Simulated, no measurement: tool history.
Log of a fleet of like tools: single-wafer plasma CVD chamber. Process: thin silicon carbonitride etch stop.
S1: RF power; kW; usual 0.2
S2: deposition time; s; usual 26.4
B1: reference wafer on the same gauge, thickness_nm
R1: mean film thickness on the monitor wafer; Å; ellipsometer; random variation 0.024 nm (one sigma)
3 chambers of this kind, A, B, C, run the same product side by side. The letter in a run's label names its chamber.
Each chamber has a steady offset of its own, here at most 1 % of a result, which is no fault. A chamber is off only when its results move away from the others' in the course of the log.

Run 1C, hour 14.8: usual settings; B1 15.005. Result: R1 150.85 Å.
Run 2B, hour 27.8: usual settings; B1 15.005. Result: R1 149.24 Å.
Run 3A, hour 42.8: usual settings; B1 15.017. Result: R1 151.48 Å.
Run 4A, hour 57.2: usual settings; B1 15.011. Result: R1 151.62 Å.
Run 5B, hour 65.8: usual settings; B1 15.013. Result: R1 149.52 Å.
Run 6C, hour 80.7: usual settings; B1 15.028. Result: R1 150.46 Å.
Run 7C, hour 91: usual settings but S1 0.175 kW, S2 23.1 s; B1 15.025. Result: R1 126.49 Å.
Run 8A, hour 103: usual settings but S1 0.175 kW, S2 23.1 s; B1 15.027. Result: R1 127.85 Å.
Run 9B, hour 113.6: usual settings but S1 0.175 kW, S2 23.1 s; B1 15.031. Result: R1 125.46 Å.
Run 10C, hour 120.8: usual settings; B1 15.03. Result: R1 150.71 Å.
Run 11A, hour 132.3: usual settings; B1 15.036. Result: R1 151.8 Å.
Run 12B, hour 148.7: usual settings; B1 15.045. Result: R1 149.55 Å.
Run 13A, hour 158.7: usual settings; B1 15.04. Result: R1 151.86 Å.
Run 14B, hour 169.5: usual settings; B1 15.047. Result: R1 149.62 Å.
Run 15C, hour 181.8: usual settings; B1 15.054. Result: R1 151.05 Å.
Run 16B, hour 192.6: usual settings; B1 15.053. Result: R1 149.61 Å.
Run 17A, hour 200.9: usual settings but S2 31.2 s; B1 15.052. Result: R1 179.3 Å.
Run 18C, hour 216.6: usual settings but S2 31.2 s; B1 15.058. Result: R1 178.69 Å.
Run 19A, hour 226.7: usual settings but S2 31.2 s; B1 15.062. Result: R1 179.41 Å.
Run 20C, hour 236.9: usual settings; B1 15.064. Result: R1 151.43 Å.
Run 21B, hour 249.9: usual settings; B1 15.07. Result: R1 149.47 Å.
Run 22A, hour 261.9: usual settings; B1 15.074. Result: R1 151.99 Å.
Run 23C, hour 275: usual settings; B1 15.075. Result: R1 151.22 Å.
Run 24B, hour 288.3: usual settings; B1 15.076. Result: R1 149.45 Å.
Run 25A, hour 300.5: usual settings; B1 15.078. Result: R1 152.09 Å.
Run 26B, hour 308.4: usual settings; B1 15.083. Result: R1 149.38 Å.
Run 27C, hour 320.2: usual settings; B1 15.089. Result: R1 151.71 Å.
Run 28A, hour 329.4: usual settings; B1 15.092. Result: R1 152.15 Å.
Run 29B, hour 345.6: usual settings; B1 15.096. Result: R1 149.58 Å.
Run 30C, hour 356: usual settings but S1 0.235 kW, S2 24.7 s; B1 15.099. Result: R1 148.54 Å.

What goes on in this fleet: one chamber off, a drifting gauge, or nothing beyond the chambers' own small offsets? Name the chamber and the cause, if any.

The gauge drifts, so all chambers seem to drift together. No chamber is off.
Cause: gauge reads high (%) = 0.662.

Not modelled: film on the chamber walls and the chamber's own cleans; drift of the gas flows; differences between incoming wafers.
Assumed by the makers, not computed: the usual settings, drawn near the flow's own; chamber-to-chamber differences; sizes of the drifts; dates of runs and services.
